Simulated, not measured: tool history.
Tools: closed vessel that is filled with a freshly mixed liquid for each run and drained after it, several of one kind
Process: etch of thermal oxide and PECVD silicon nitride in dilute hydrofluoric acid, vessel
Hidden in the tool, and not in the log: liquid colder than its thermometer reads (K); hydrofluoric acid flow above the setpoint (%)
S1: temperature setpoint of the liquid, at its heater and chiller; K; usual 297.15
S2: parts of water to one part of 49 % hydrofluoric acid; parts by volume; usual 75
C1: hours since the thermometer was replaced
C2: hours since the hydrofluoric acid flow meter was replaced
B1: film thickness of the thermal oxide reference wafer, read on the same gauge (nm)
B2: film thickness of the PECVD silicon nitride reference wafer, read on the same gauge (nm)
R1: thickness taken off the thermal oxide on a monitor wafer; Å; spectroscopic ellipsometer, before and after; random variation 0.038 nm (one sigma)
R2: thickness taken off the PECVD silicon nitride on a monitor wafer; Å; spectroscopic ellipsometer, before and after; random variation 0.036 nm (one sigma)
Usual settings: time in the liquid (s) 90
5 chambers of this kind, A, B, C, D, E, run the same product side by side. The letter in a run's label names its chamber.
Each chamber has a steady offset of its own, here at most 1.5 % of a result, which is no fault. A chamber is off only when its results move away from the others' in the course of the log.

{"run": "1B", "hour": 9.3, "S1": 297.15, "S2": 75, "time in the liquid (s)": 90, "C1": 494.8, "C2": 835.8, "B1": 99.968, "B2": 59.998, "R1": 57.124, "R2": 25.099}
{"run": "2C", "hour": 18.9, "S1": 297.15, "S2": 75, "time in the liquid (s)": 90, "C1": 138.5, "C2": 1070.5, "B1": 100.02, "B2": 60.001, "R1": 56.892, "R2": 25.748}
{"run": "3A", "hour": 31.5, "S1": 297.15, "S2": 75, "time in the liquid (s)": 90, "C1": 404.5, "C2": 202.3, "B1": 99.975, "B2": 60.001, "R1": 56.817, "R2": 25.74}
{"hour": 36.8, "done": "chamber B: thermometer replaced"}
{"run": "4D", "hour": 38.8, "S1": 297.15, "S2": 75, "time in the liquid (s)": 90, "C1": 918.6, "C2": 681.9, "B1": 100.01, "B2": 60.002, "R1": 57.929, "R2": 25.255}
{"run": "5E", "hour": 53.8, "S1": 297.15, "S2": 75, "time in the liquid (s)": 90, "C1": 945.1, "C2": 375.2, "B1": 100.02, "B2": 60.03, "R1": 56.858, "R2": 25.554}
{"run": "6B", "hour": 63.5, "S1": 297.15, "S2": 75, "time in the liquid (s)": 90, "C1": 26.8, "C2": 890.0, "B1": 100.01, "B2": 59.988, "R1": 57.275, "R2": 25.98}
{"hour": 69.9, "done": "chamber D: hydrofluoric acid flow meter replaced"}
{"run": "7D", "hour": 79.9, "S1": 297.15, "S2": 75, "time in the liquid (s)": 90, "C1": 959.7, "C2": 10.0, "B1": 100.01, "B2": 59.991, "R1": 57.065, "R2": 25.405}
{"run": "8E", "hour": 96.4, "S1": 297.15, "S2": 75, "time in the liquid (s)": 90, "C1": 987.7, "C2": 417.8, "B1": 100.01, "B2": 59.968, "R1": 56.568, "R2": 25.546}
{"run": "9A", "hour": 112.1, "S1": 297.15, "S2": 75, "time in the liquid (s)": 90, "C1": 485.1, "C2": 282.9, "B1": 100.02, "B2": 60.0, "R1": 57.576, "R2": 25.85}
{"run": "10C", "hour": 120.3, "S1": 298.65, "S2": 75, "time in the liquid (s)": 90, "C1": 239.9, "C2": 1171.9, "B1": 99.992, "B2": 59.998, "R1": 60.83, "R2": 27.621}
{"run": "11D", "hour": 131.2, "S1": 298.65, "S2": 75, "time in the liquid (s)": 90, "C1": 1011.0, "C2": 61.3, "B1": 99.983, "B2": 60.01, "R1": 60.398, "R2": 28.637}
{"run": "12B", "hour": 143.8, "S1": 298.65, "S2": 75, "time in the liquid (s)": 90, "C1": 107.1, "C2": 970.3, "B1": 100.0, "B2": 59.995, "R1": 60.967, "R2": 27.987}
{"run": "13E", "hour": 153.0, "S1": 298.65, "S2": 75, "time in the liquid (s)": 90, "C1": 1044.3, "C2": 474.4, "B1": 99.98, "B2": 59.998, "R1": 60.819, "R2": 28.626}
{"run": "14C", "hour": 162.9, "S1": 298.65, "S2": 75, "time in the liquid (s)": 90, "C1": 282.5, "C2": 1214.5, "B1": 99.976, "B2": 59.991, "R1": 60.704, "R2": 28.03}
{"run": "15A", "hour": 174.4, "S1": 297.15, "S2": 75, "time in the liquid (s)": 90, "C1": 547.4, "C2": 345.2, "B1": 99.97, "B2": 59.998, "R1": 57.246, "R2": 25.329}
{"run": "16B", "hour": 188.8, "S1": 293.15, "S2": 75, "time in the liquid (s)": 65, "C1": 152.1, "C2": 1015.3, "B1": 99.983, "B2": 60.006, "R1": 35.273, "R2": 13.807}
{"run": "17C", "hour": 201.7, "S1": 293.15, "S2": 75, "time in the liquid (s)": 65, "C1": 321.3, "C2": 1253.3, "B1": 100.02, "B2": 60.013, "R1": 35.381, "R2": 14.169}
{"run": "18E", "hour": 213.9, "S1": 293.15, "S2": 75, "time in the liquid (s)": 65, "C1": 1105.2, "C2": 535.3, "B1": 100.03, "B2": 59.997, "R1": 35.272, "R2": 14.32}
{"run": "19A", "hour": 229.6, "S1": 293.15, "S2": 75, "time in the liquid (s)": 65, "C1": 602.6, "C2": 400.4, "B1": 99.99, "B2": 60.022, "R1": 34.935, "R2": 13.964}
{"run": "20D", "hour": 237.8, "S1": 293.15, "S2": 75, "time in the liquid (s)": 65, "C1": 1117.6, "C2": 167.9, "B1": 99.994, "B2": 60.018, "R1": 35.155, "R2": 14.387}
{"hour": 245.7, "done": "chamber A: hydrofluoric acid flow meter replaced"}
{"run": "21C", "hour": 251.7, "S1": 297.15, "S2": 75, "time in the liquid (s)": 90, "C1": 371.3, "C2": 1303.3, "B1": 100.01, "B2": 60.005, "R1": 57.006, "R2": 26.102}
{"run": "22B", "hour": 259.3, "S1": 292.65, "S2": 115, "time in the liquid (s)": 90, "C1": 222.6, "C2": 1085.8, "B1": 99.976, "B2": 60.008, "R1": 29.785, "R2": 12.384}
{"run": "23E", "hour": 272.0, "S1": 292.65, "S2": 115, "time in the liquid (s)": 90, "C1": 1163.3, "C2": 593.4, "B1": 99.983, "B2": 59.996, "R1": 29.968, "R2": 12.273}
{"run": "24A", "hour": 282.5, "S1": 292.65, "S2": 115, "time in the liquid (s)": 90, "C1": 655.5, "C2": 36.8, "B1": 99.991, "B2": 60.003, "R1": 29.408, "R2": 12.45}
{"run": "25D", "hour": 299.1, "S1": 292.65, "S2": 115, "time in the liquid (s)": 90, "C1": 1178.9, "C2": 229.2, "B1": 100.0, "B2": 60.017, "R1": 29.535, "R2": 12.477}
{"run": "26A", "hour": 312.4, "S1": 292.65, "S2": 115, "time in the liquid (s)": 90, "C1": 685.4, "C2": 66.7, "B1": 100.02, "B2": 60.006, "R1": 29.356, "R2": 12.724}
{"run": "27B", "hour": 326.1, "S1": 297.15, "S2": 75, "time in the liquid (s)": 90, "C1": 289.4, "C2": 1152.6, "B1": 100.05, "B2": 59.988, "R1": 57.448, "R2": 26.314}
{"run": "28C", "hour": 335.5, "S1": 297.15, "S2": 75, "time in the liquid (s)": 90, "C1": 455.1, "C2": 1387.1, "B1": 100.04, "B2": 59.983, "R1": 57.784, "R2": 25.763}
{"run": "29D", "hour": 347.7, "S1": 297.15, "S2": 75, "time in the liquid (s)": 90, "C1": 1227.5, "C2": 277.8, "B1": 100.0, "B2": 59.991, "R1": 57.009, "R2": 25.724}
{"run": "30E", "hour": 363.4, "S1": 297.15, "S2": 75, "time in the liquid (s)": 90, "C1": 1254.7, "C2": 684.8, "B1": 100.0, "B2": 59.998, "R1": 57.315, "R2": 25.193}
{"run": "31D", "hour": 372.7, "S1": 297.15, "S2": 75, "time in the liquid (s)": 90, "C1": 1252.5, "C2": 302.8, "B1": 99.981, "B2": 60.0, "R1": 57.85, "R2": 25.438}
{"run": "32B", "hour": 387.4, "S1": 297.15, "S2": 75, "time in the liquid (s)": 90, "C1": 350.7, "C2": 1213.9, "B1": 100.0, "B2": 60.0, "R1": 57.761, "R2": 24.659}
{"run": "33C", "hour": 403.5, "S1": 297.15, "S2": 75, "time in the liquid (s)": 90, "C1": 523.1, "C2": 1455.1, "B1": 99.991, "B2": 59.997, "R1": 57.12, "R2": 25.401}
{"run": "34E", "hour": 420.0, "S1": 297.15, "S2": 75, "time in the liquid (s)": 90, "C1": 1311.3, "C2": 741.4, "B1": 100.0, "B2": 60.009, "R1": 57.343, "R2": 25.062}
{"run": "35A", "hour": 436.5, "S1": 297.15, "S2": 75, "time in the liquid (s)": 90, "C1": 809.5, "C2": 190.8, "B1": 100.01, "B2": 59.997, "R1": 57.222, "R2": 25.079}
{"run": "36A", "hour": 444.3, "S1": 295.15, "S2": 75, "time in the liquid (s)": 90, "C1": 817.3, "C2": 198.6, "B1": 99.988, "B2": 59.988, "R1": 52.13, "R2": 22.426}
{"run": "37D", "hour": 460.0, "S1": 295.15, "S2": 75, "time in the liquid (s)": 90, "C1": 1339.8, "C2": 390.1, "B1": 100.01, "B2": 60.001, "R1": 52.826, "R2": 22.464}
{"run": "38B", "hour": 470.5, "S1": 295.15, "S2": 75, "time in the liquid (s)": 90, "C1": 433.8, "C2": 1297.0, "B1": 99.975, "B2": 59.994, "R1": 53.103, "R2": 22.428}

What goes on in this fleet: one chamber off, a drifting gauge, or nothing beyond the chambers' own small offsets? Name the chamber and the cause, if any.

No chamber stands off beyond its own small offset, and the gauge holds steady.

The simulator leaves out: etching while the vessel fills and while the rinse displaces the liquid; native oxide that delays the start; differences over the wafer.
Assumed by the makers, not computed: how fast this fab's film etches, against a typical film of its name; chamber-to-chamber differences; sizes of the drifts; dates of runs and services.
